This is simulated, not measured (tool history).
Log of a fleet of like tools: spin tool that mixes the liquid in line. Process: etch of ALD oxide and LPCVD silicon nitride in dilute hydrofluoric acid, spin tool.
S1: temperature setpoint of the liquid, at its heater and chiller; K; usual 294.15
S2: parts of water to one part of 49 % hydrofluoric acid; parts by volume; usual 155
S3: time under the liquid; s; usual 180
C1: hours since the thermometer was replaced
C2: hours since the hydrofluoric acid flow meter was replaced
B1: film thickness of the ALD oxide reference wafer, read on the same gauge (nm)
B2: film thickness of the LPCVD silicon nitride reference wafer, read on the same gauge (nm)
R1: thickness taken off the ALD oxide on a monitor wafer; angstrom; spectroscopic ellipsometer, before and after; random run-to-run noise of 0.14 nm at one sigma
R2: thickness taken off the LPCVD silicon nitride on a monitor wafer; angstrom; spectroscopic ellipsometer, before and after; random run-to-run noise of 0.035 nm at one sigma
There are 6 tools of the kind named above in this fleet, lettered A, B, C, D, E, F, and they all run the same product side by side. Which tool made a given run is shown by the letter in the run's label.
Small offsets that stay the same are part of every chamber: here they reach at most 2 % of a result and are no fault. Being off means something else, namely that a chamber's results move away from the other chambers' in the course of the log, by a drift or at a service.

run,hour,S1,S2,S3,C1,C2,B1,B2,R1,R2
1D,14.3,294.15,155,180,420.8,1200.3,30.002,49.981,316.03,4.2408
# hour 21.1: chamber C: hydrofluoric acid flow meter replaced
2A,26.6,294.15,155,180,172.6,453,29.991,49.99,314.59,4.2536
3B,36.2,294.15,155,180,1127.7,190.9,30.011,50.013,314.66,4.4423
4C,49.4,294.15,155,180,455.8,28.3,30.015,49.989,310.55,4.3056
5E,61,294.15,230,80,241.9,2583.6,30.01,49.977,86.703,1.4427
6F,72,294.15,230,80,1244,249.8,30.018,50.001,88.604,1.3935
# hour 80.4: chamber E: hydrofluoric acid flow meter replaced
7E,85.4,294.15,230,80,266.3,5.1,30.008,49.994,86.713,1.4515
8F,92.8,294.15,230,80,1264.8,270.6,30.023,50.022,88.649,1.1898
9C,102.1,294.15,230,80,508.5,81,29.997,49.972,87.748,1.4255
10A,110.2,294.15,230,80,256.2,536.6,29.972,49.997,87.318,1.3991
11D,124.4,294.15,155,180,530.9,1310.4,30,49.954,315.59,5.0937
12B,132.6,294.15,155,180,1224.1,287.3,30.005,50.011,317.62,4.9748
13E,144.2,294.15,155,180,325.1,63.9,30.001,49.948,311.4,4.8064
14B,155,294.15,155,180,1246.5,309.7,29.999,50.015,317.28,4.8588
15D,165,294.15,155,180,571.5,1351,30.02,49.964,312.62,5.1303
16C,172.8,294.15,155,180,579.2,151.7,29.982,49.959,315.39,4.3315
17A,179.5,294.15,155,180,325.5,605.9,29.993,49.993,314.86,4.5731
18F,188.4,294.15,155,180,1360.4,366.2,30.014,49.994,317.13,4.8516
19C,199.9,294.15,155,180,606.3,178.8,30.007,50.05,312.82,3.8269
20D,210.3,294.15,155,180,616.8,1396.3,29.974,50.018,311.46,5.4942
21F,220,294.15,155,180,1392,397.8,30.018,50.013,318.65,4.8163
22E,229.8,294.15,155,180,410.7,149.5,29.999,50.033,311.45,3.7824
23B,244.1,294.15,85,180,1335.6,398.8,29.994,50.009,620.14,8.8365
24A,251.8,294.15,85,180,397.8,678.2,30.027,49.975,626.87,7.4867
25A,265.9,294.15,85,180,411.9,692.3,30.015,50.058,618.91,8.3539
26E,279.3,294.15,85,180,460.2,199,30.013,49.983,600.65,7.366
27C,288.3,294.15,85,180,694.7,267.2,30.01,50.022,607.74,7.9199
28B,302.8,294.15,85,180,1394.3,457.5,30.012,50.046,622.46,8.854
29F,315,294.15,155,180,1487,492.8,30.029,50.038,319.26,3.9821
30D,326.3,294.15,155,180,732.8,1512.3,30.011,49.984,308.1,4.9853
31F,337,294.15,155,180,1509,514.8,29.976,49.978,317.58,4.7295
32D,349.8,294.15,155,180,756.3,1535.8,29.988,49.964,302.45,4.5881
33B,360.6,294.15,155,180,1452.1,515.3,30.007,49.973,314.74,3.9743
# hour 364.7: chamber A: hydrofluoric acid flow meter replaced
34A,373.2,294.15,155,180,519.2,8.6,29.987,49.991,315.09,4.6825
35E,381.4,294.15,155,180,562.3,301.1,29.998,50.018,307.05,4.3469
36C,394.2,294.15,155,180,800.6,373.1,29.958,50.033,312.8,4.554
37E,404.4,294.15,155,180,585.3,324.1,29.996,49.992,310.7,4.6947
38A,413,294.15,155,180,559,48.4,29.989,50.024,313.7,4.8455
39D,420.3,294.15,155,140,826.8,1606.3,30.007,50.047,232.19,3.3322
40C,434.8,294.15,155,140,841.2,413.7,29.987,49.978,241.62,3.5268

For the next run the whole fleet of 6 chambers uses the same settings. Give each chamber's results:
41A,445.2,294.15,155,180,,,,,?,?
41B,445.2,294.15,155,180,,,,,?,?
41C,445.2,294.15,155,180,,,,,?,?
41D,445.2,294.15,155,180,,,,,?,?
41E,445.2,294.15,155,180,,,,,?,?
41F,445.2,294.15,155,180,,,,,?,?

run,R1,R2
41A,316.23,5.4121
41B,317.37,4.7005
41C,314.83,4.6921
41D,298.11,4.1757
41E,309.44,4.013
41F,315.95,4.5306
